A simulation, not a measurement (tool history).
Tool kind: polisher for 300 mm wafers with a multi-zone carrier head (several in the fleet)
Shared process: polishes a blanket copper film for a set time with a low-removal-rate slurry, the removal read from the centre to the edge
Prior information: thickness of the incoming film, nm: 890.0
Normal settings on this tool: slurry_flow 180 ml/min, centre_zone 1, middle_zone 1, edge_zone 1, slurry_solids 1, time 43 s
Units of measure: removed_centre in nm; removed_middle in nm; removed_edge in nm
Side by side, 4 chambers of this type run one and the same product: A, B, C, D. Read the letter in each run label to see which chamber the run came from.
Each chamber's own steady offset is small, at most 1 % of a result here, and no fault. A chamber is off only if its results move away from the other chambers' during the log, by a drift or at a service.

| run | hour | slurry_flow | centre_zone | middle_zone | edge_zone | slurry_solids | time | wafers polished on this pad | hours since the slurry nozzle was cleaned | hours since the centre zone pressure was calibrated | hours since the edge zone pressure was calibrated | removed_centre | removed_middle | removed_edge |
|---|---|---|---|---|---|---|---|---|---|---|---|---|---|---|
|  | 3.7 | chamber A: centre zone pressure recalibrated |
|  | 6 | chamber D: worn pad replaced by a new one |
| 1D | 12.6 | 180 | 1 | 1 | 1 | 1 | 43 | 81 | 283.8 | 1234.1 | 112.9 | 137.02 | 136.05 | 135.33 |
|  | 25.2 | chamber A: worn pad replaced by a new one |
| 2A | 25.9 | 180 | 1 | 1 | 1 | 1 | 43 | 9 | 264.9 | 22.2 | 165.5 | 134.36 | 136.64 | 140.16 |
| 3C | 39.1 | 180 | 1 | 1 | 1 | 1 | 43 | 559 | 477.1 | 359.4 | 1117.1 | 137.49 | 139.41 | 138.47 |
| 4B | 52.5 | 180 | 1 | 1 | 1 | 1 | 43 | 850 | 222.7 | 118.8 | 82.7 | 138.46 | 138.48 | 137.56 |
| 5C | 59.9 | 180 | 1 | 1 | 1.05 | 1 | 43 | 815 | 497.9 | 380.2 | 1137.9 | 137.57 | 136.22 | 142.6 |
|  | 66.5 | chamber D: worn pad replaced by a new one |
| 6A | 68.1 | 180 | 1 | 1 | 1.05 | 1 | 43 | 529 | 307.1 | 64.4 | 207.7 | 138.33 | 138.81 | 144.22 |
|  | 79 | chamber C: worn pad replaced by a new one |
| 7D | 79.1 | 180 | 1 | 1 | 1.05 | 1 | 43 | 155 | 350.3 | 1300.6 | 179.4 | 138.73 | 139.86 | 142.57 |
|  | 81.4 | chamber D: centre zone pressure recalibrated |
|  | 84.3 | chamber A: worn pad replaced by a new one |
| 8B | 88.5 | 180 | 1 | 1 | 1.05 | 1 | 43 | 1293 | 258.7 | 154.8 | 118.7 | 134.33 | 136.13 | 141.75 |
|  | 90.4 | chamber B: worn pad replaced by a new one |
|  | 93.8 | chamber C: edge zone pressure recalibrated |
| 9D | 99.6 | 180 | 1 | 1 | 1 | 1 | 43 | 407 | 370.8 | 18.2 | 199.9 | 137.88 | 136.74 | 136.62 |
| 10A | 106.4 | 180 | 1 | 1 | 1 | 1 | 43 | 273 | 345.4 | 102.7 | 246 | 136.55 | 135.29 | 138.36 |
| 11B | 118.1 | 180 | 1 | 1 | 1 | 1 | 43 | 341 | 288.3 | 184.4 | 148.3 | 136.5 | 137.79 | 139.38 |
|  | 120.4 | chamber D: worn pad replaced by a new one |
| 12C | 127.1 | 180 | 1 | 1 | 1 | 1 | 43 | 593 | 565.1 | 447.4 | 33.4 | 143.78 | 138.39 | 138.57 |
| 13D | 138.7 | 180 | 1 | 1 | 1 | 1 | 43 | 225 | 409.9 | 57.3 | 239 | 137.02 | 139.17 | 134.26 |
|  | 147 | chamber A: worn pad replaced by a new one |
| 14B | 148.6 | 180 | 1 | 1 | 1 | 1 | 43 | 717 | 318.8 | 214.9 | 178.8 | 139.08 | 137.36 | 140.7 |
| 15C | 156.6 | 180 | 1 | 1 | 1 | 1 | 43 | 956 | 594.6 | 476.9 | 62.9 | 147.16 | 136.33 | 136.15 |
| 16A | 164.1 | 180 | 1 | 1 | 1 | 1 | 43 | 211 | 403.1 | 160.4 | 303.7 | 134.52 | 139.54 | 134.9 |
|  | 168.9 | chamber D: worn pad replaced by a new one |
|  | 173.8 | chamber C: worn pad replaced by a new one |
| 17D | 177.1 | 180 | 1 | 1 | 1 | 1 | 43 | 101 | 448.3 | 95.7 | 277.4 | 137.34 | 135.73 | 139.67 |
|  | 181.1 | chamber B: worn pad replaced by a new one |
| 18A | 188.3 | 180 | 1 | 1 | 1 | 1 | 43 | 509 | 427.3 | 184.6 | 327.9 | 138.49 | 137.7 | 137.65 |
| 19B | 196.3 | 180 | 1 | 1 | 1 | 1 | 43 | 187 | 366.5 | 262.6 | 226.5 | 137.33 | 137.46 | 138.45 |
| 20C | 209.4 | 180 | 1 | 1 | 1 | 1 | 43 | 439 | 647.4 | 529.7 | 115.7 | 143.51 | 138.63 | 136.82 |
|  | 214.6 | chamber A: worn pad replaced by a new one |
|  | 214.9 | chamber B: slurry nozzle cleaned |
|  | 221 | chamber D: worn pad replaced by a new one |
| 21A | 222.7 | 180 | 1 | 1 | 1 | 1 | 43 | 100 | 461.7 | 219 | 362.3 | 137.38 | 136.53 | 137.48 |
|  | 226.4 | chamber B: centre zone pressure recalibrated |
| 22B | 236.2 | 180 | 1 | 1 | 1 | 1 | 43 | 679 | 21.4 | 9.9 | 266.4 | 138.35 | 135.38 | 138.08 |
| 23C | 242.9 | 180 | 1 | 1 | 1 | 1 | 43 | 852 | 680.9 | 563.2 | 149.2 | 148.29 | 139.29 | 135.85 |
| 24D | 250.6 | 180 | 1 | 1 | 1 | 1 | 43 | 365 | 521.8 | 169.2 | 350.9 | 135.7 | 139.39 | 134.93 |
| 25A | 263 | 180 | 1 | 1 | 1 | 1 | 43 | 597 | 502 | 259.3 | 402.6 | 135.19 | 137.61 | 137.01 |
| 26B | 274.9 | 140 | 1 | 1 | 1 | 1 | 50 | 1155 | 60.1 | 48.6 | 305.1 | 153.21 | 151.6 | 154.86 |

One chamber off, gauge drift, or nothing amiss beyond the chambers' own small offsets? If it is a chamber, which one, and what is the likeliest cause?

Little by little, chamber C moves away from the other chambers.
Likeliest cause: centre zone's pressure above its setpoint, % = 8.51.

Here are 4 candidates for chamber C's next run, each the usual settings with a change, their results left as question marks. Which one brings its results back in line with what the others give on the usual settings?
In-line tolerance around the mean of the other chambers on the usual settings: removed_centre 7.2 nm; removed_middle 5.8 nm; removed_edge 5.1 nm
| 27C-1 | 284.8 | 190 | 1.15 | 0.96 | 0.95 | 1 | 44 |  |  |  |  | ? | ? | ? |
| 27C-2 | 284.8 | 170 | 0.87 | 1.04 | 1.04 | 1 | 42 |  |  |  |  | ? | ? | ? |
| 27C-3 | 284.8 | 185 | 1.07 | 0.98 | 0.98 | 1 | 43 |  |  |  |  | ? | ? | ? |
| 27C-4 | 284.8 | 175 | 0.93 | 1.02 | 1.02 | 1 | 43 |  |  |  |  | ? | ? | ? |

Mean of the other chambers on the usual settings: removed_centre 137.51 nm; removed_middle 137.92 nm; removed_edge 137.6 nm
| run | removed_centre | removed_middle | removed_edge |
|---|---|---|---|
| 27C-1 | 179.1 | 136.97 | 137.48 |
| 27C-2 | 124.38 | 138.5 | 135.66 |
| 27C-3 | 161.4 | 135.92 | 136.08 |
| 27C-4 | 137.56 | 139.9 | 137.99 |
It is 27C-4 that realigns the chamber with its peers.

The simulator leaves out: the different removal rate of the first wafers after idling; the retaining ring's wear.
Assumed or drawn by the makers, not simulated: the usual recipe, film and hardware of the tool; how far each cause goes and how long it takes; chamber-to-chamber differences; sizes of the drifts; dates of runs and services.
